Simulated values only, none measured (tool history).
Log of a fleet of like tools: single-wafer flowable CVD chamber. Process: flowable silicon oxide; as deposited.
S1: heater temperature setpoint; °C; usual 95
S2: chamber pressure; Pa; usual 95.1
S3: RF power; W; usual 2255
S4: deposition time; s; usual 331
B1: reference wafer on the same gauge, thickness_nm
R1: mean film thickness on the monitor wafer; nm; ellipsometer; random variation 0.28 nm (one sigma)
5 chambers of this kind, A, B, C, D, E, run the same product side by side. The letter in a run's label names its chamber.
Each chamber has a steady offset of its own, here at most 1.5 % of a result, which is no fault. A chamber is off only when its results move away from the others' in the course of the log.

run	hour	S1	S2	S3	S4	B1	R1
1E	7.5	95	95.1	2255	331	208.02	211.57
2D	17	95	95.1	2255	331	208.13	208.76
3C	22.2	95	95.1	2255	331	208.07	208.99
4A	30.1	95	95.1	2255	331	208.1	206.51
5B	36.6	95	95.1	2255	331	208.08	209.23
# hour 44: chamber C: thermocouple changed; heater temperature recalibrated
6B	44.8	95	95.1	2255	331	208.21	209.55
7C	52	95	95.1	2255	331	208.19	209.59
8A	62.1	95	95.1	2255	331	208.26	205.86
9E	68.7	95	95.1	2255	331	208.31	211.43
10D	74	95	95.1	2255	331	208.23	208.28
# hour 77.5: chamber B: thermocouple changed; heater temperature recalibrated
11D	79.2	95	95.1	2255	331	208.29	209.25
12A	89.1	95	95.1	2255	331	208.41	206.52
13B	97.9	95	95.1	2255	331	208.39	209.83
14C	106.8	95	95.1	2255	331	208.43	209.42
15E	117	90	95.1	2255	331	208.46	250.11
16A	123.5	90	95.1	2255	331	208.5	244.78
17B	129.1	90	95.1	2255	331	208.57	248.05
18E	134.7	90	95.1	2255	331	208.54	249.69
19D	143.9	90	95.1	2255	331	208.68	248.13
20C	154.4	109	95.1	2255	331	208.7	132.76
21E	164.9	109	95.1	2255	331	208.69	133.88
22B	174.4	109	95.1	2255	331	208.72	132.36
# hour 178.1: chamber E: RF generator calibrated
23C	180.4	109	95.1	2255	331	208.78	132.8
24D	191.1	109	95.1	2255	331	208.75	131.32
25A	196.6	95	95.1	2255	299	208.83	187.17
# hour 200.7: chamber A: capacitance manometer re-zeroed and calibrated
26C	207.2	95	95.1	2255	299	208.82	189.91
27A	213.2	95	95.1	2255	299	208.86	187.32
28B	219.1	95	95.1	2255	299	208.92	189.83
29E	227.9	95	95.1	2255	299	208.88	191.46
30D	237.6	95	95.1	2255	331	208.91	209.76
31A	244.9	95	95.1	2255	331	209.06	207.05
# hour 250.3: chamber E: thermocouple changed; heater temperature recalibrated
32E	254.4	95	95.1	2255	331	209.12	211.71
33D	264	95	95.1	2255	331	209.15	210.06

Is one chamber off against the others, does the gauge drift, or is nothing wrong? If a chamber is off, say which, and what the likeliest cause is.

The gauge drifts, so all chambers seem to drift together. No chamber is off.
Cause: gauge reads high (%) = 0.557.

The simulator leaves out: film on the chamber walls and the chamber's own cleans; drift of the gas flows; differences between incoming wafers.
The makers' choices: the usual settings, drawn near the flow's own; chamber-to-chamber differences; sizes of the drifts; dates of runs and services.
